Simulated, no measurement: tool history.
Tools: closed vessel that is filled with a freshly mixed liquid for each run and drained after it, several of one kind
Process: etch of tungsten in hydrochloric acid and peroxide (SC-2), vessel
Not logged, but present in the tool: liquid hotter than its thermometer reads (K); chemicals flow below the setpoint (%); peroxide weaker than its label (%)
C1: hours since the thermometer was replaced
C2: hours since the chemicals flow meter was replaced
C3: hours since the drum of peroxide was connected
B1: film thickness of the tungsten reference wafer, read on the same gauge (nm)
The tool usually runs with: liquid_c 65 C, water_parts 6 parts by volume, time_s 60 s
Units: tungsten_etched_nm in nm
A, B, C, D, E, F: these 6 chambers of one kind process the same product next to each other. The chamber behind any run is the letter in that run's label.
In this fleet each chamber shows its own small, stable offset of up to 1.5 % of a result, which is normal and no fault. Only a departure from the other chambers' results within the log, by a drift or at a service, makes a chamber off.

run 1E hour=9.2 | liquid_c=65 water_parts=6 time_s=60 | C1=2380.4 C2=1673.5 C3=614 | B1=139.99 | tungsten_etched_nm=45.345
run 2D hour=19.2 | liquid_c=65 water_parts=6 time_s=60 | C1=26.7 C2=1375.2 C3=489.7 | B1=140.04 | tungsten_etched_nm=46.36
run 3F hour=31.6 | liquid_c=65 water_parts=6 time_s=60 | C1=59.6 C2=717.1 C3=125.7 | B1=139.97 | tungsten_etched_nm=46.263
run 4A hour=41.2 | liquid_c=65 water_parts=6 time_s=60 | C1=1595.7 C2=508.7 C3=235.8 | B1=139.96 | tungsten_etched_nm=46.678
run 5C hour=47.9 | liquid_c=65 water_parts=6 time_s=60 | C1=272.3 C2=395.4 C3=522.3 | B1=139.95 | tungsten_etched_nm=45.462
-- hour=54.5 chamber E: chemicals flow meter replaced
run 6B hour=58.9 | liquid_c=65 water_parts=6 time_s=60 | C1=2182 C2=381.8 C3=362.8 | B1=139.99 | tungsten_etched_nm=45.848
run 7E hour=71.7 | liquid_c=65 water_parts=6 time_s=60 | C1=2442.9 C2=17.3 C3=676.5 | B1=139.97 | tungsten_etched_nm=46.252
run 8D hour=81.6 | liquid_c=65 water_parts=6 time_s=60 | C1=89.1 C2=1437.6 C3=552.1 | B1=140.01 | tungsten_etched_nm=46.407
run 9A hour=94.4 | liquid_c=65 water_parts=6 time_s=60 | C1=1648.9 C2=561.9 C3=289 | B1=139.94 | tungsten_etched_nm=46.412
run 10B hour=107.1 | liquid_c=65 water_parts=6 time_s=60 | C1=2230.2 C2=430 C3=411 | B1=139.97 | tungsten_etched_nm=46.025
-- hour=110.8 chamber A: thermometer replaced
run 11F hour=119.5 | liquid_c=65 water_parts=6 time_s=60 | C1=147.5 C2=805 C3=213.6 | B1=139.97 | tungsten_etched_nm=46.106
run 12C hour=127.5 | liquid_c=55.5 water_parts=6 time_s=60 | C1=351.9 C2=475 C3=601.9 | B1=139.99 | tungsten_etched_nm=25.11
-- hour=138.6 chamber F: chemicals flow meter replaced
run 13A hour=139 | liquid_c=55.5 water_parts=6 time_s=60 | C1=28.2 C2=606.5 C3=333.6 | B1=140.01 | tungsten_etched_nm=25.466
run 14F hour=151.5 | liquid_c=55.5 water_parts=6 time_s=60 | C1=179.5 C2=12.9 C3=245.6 | B1=139.94 | tungsten_etched_nm=25.523
run 15B hour=158.6 | liquid_c=55.5 water_parts=6 time_s=60 | C1=2281.7 C2=481.5 C3=462.5 | B1=140.03 | tungsten_etched_nm=25.429
run 16D hour=167.2 | liquid_c=55.5 water_parts=6 time_s=60 | C1=174.7 C2=1523.2 C3=637.7 | B1=140.03 | tungsten_etched_nm=25.883
run 17E hour=176.9 | liquid_c=55.5 water_parts=6 time_s=60 | C1=2548.1 C2=122.5 C3=781.7 | B1=140.08 | tungsten_etched_nm=25.381
run 18C hour=187.2 | liquid_c=65 water_parts=6 time_s=60 | C1=411.6 C2=534.7 C3=661.6 | B1=140.03 | tungsten_etched_nm=44.567
-- hour=189.4 chamber B: thermometer replaced
run 19B hour=195 | liquid_c=58.5 water_parts=6 time_s=60 | C1=5.6 C2=517.9 C3=498.9 | B1=140.04 | tungsten_etched_nm=30.607
run 20E hour=201.5 | liquid_c=58.5 water_parts=6 time_s=60 | C1=2572.7 C2=147.1 C3=806.3 | B1=140.01 | tungsten_etched_nm=30.627
run 21D hour=212.5 | liquid_c=58.5 water_parts=6 time_s=60 | C1=220 C2=1568.5 C3=683 | B1=140.02 | tungsten_etched_nm=30.777
run 22A hour=226.4 | liquid_c=58.5 water_parts=6 time_s=60 | C1=115.6 C2=693.9 C3=421 | B1=140 | tungsten_etched_nm=30.696
run 23F hour=238.6 | liquid_c=58.5 water_parts=6 time_s=60 | C1=266.6 C2=100 C3=332.7 | B1=140.01 | tungsten_etched_nm=31.051
run 24C hour=251.8 | liquid_c=58.5 water_parts=6 time_s=60 | C1=476.2 C2=599.3 C3=726.2 | B1=140 | tungsten_etched_nm=29.48
run 25D hour=258.4 | liquid_c=65 water_parts=6 time_s=40 | C1=265.9 C2=1614.4 C3=728.9 | B1=139.96 | tungsten_etched_nm=30.878
-- hour=267.2 chamber A: new drum of peroxide connected
-- hour=267.6 chamber E: thermometer replaced
run 26A hour=270.7 | liquid_c=65 water_parts=6 time_s=40 | C1=159.9 C2=738.2 C3=3.6 | B1=140.04 | tungsten_etched_nm=31.066
-- hour=272 chamber C: chemicals flow meter replaced
run 27B hour=283.1 | liquid_c=65 water_parts=6 time_s=40 | C1=93.7 C2=606 C3=587 | B1=140.01 | tungsten_etched_nm=30.55
run 28C hour=293.1 | liquid_c=65 water_parts=6 time_s=40 | C1=517.5 C2=21.1 C3=767.5 | B1=140 | tungsten_etched_nm=29.339
run 29F hour=304.1 | liquid_c=65 water_parts=6 time_s=40 | C1=332.1 C2=165.5 C3=398.2 | B1=139.96 | tungsten_etched_nm=30.914
run 30E hour=311.3 | liquid_c=65 water_parts=6 time_s=40 | C1=43.8 C2=256.9 C3=916.1 | B1=140 | tungsten_etched_nm=30.711
run 31F hour=318.4 | liquid_c=65 water_parts=6 time_s=60 | C1=346.4 C2=179.8 C3=412.5 | B1=140.04 | tungsten_etched_nm=46.043
run 32C hour=325.7 | liquid_c=65 water_parts=6 time_s=60 | C1=550.1 C2=53.7 C3=800.1 | B1=140.01 | tungsten_etched_nm=43.715
run 33B hour=336.7 | liquid_c=65 water_parts=6 time_s=60 | C1=147.3 C2=659.6 C3=640.6 | B1=139.96 | tungsten_etched_nm=46.373
run 34E hour=347.7 | liquid_c=65 water_parts=6 time_s=60 | C1=80.2 C2=293.3 C3=952.5 | B1=140.01 | tungsten_etched_nm=45.749
run 35D hour=355.8 | liquid_c=65 water_parts=6 time_s=60 | C1=363.3 C2=1711.8 C3=826.3 | B1=140.01 | tungsten_etched_nm=46.771
run 36A hour=368.4 | liquid_c=65 water_parts=6 time_s=60 | C1=257.6 C2=835.9 C3=101.3 | B1=140.01 | tungsten_etched_nm=46.866
run 37A hour=374.6 | liquid_c=65 water_parts=6 time_s=60 | C1=263.8 C2=842.1 C3=107.5 | B1=139.98 | tungsten_etched_nm=46.506

All chambers now run identical settings, listed one chamber a line with results as question marks. What results will each chamber show?
run 38A hour=384.6 | liquid_c=65 water_parts=7.5 time_s=60 | tungsten_etched_nm=?
run 38B hour=384.6 | liquid_c=65 water_parts=7.5 time_s=60 | tungsten_etched_nm=?
run 38C hour=384.6 | liquid_c=65 water_parts=7.5 time_s=60 | tungsten_etched_nm=?
run 38D hour=384.6 | liquid_c=65 water_parts=7.5 time_s=60 | tungsten_etched_nm=?
run 38E hour=384.6 | liquid_c=65 water_parts=7.5 time_s=60 | tungsten_etched_nm=?
run 38F hour=384.6 | liquid_c=65 water_parts=7.5 time_s=60 | tungsten_etched_nm=?

run=38A tungsten_etched_nm=39.036
run=38B tungsten_etched_nm=38.931
run=38C tungsten_etched_nm=36.387
run=38D tungsten_etched_nm=39.366
run=38E tungsten_etched_nm=38.764
run=38F tungsten_etched_nm=38.577

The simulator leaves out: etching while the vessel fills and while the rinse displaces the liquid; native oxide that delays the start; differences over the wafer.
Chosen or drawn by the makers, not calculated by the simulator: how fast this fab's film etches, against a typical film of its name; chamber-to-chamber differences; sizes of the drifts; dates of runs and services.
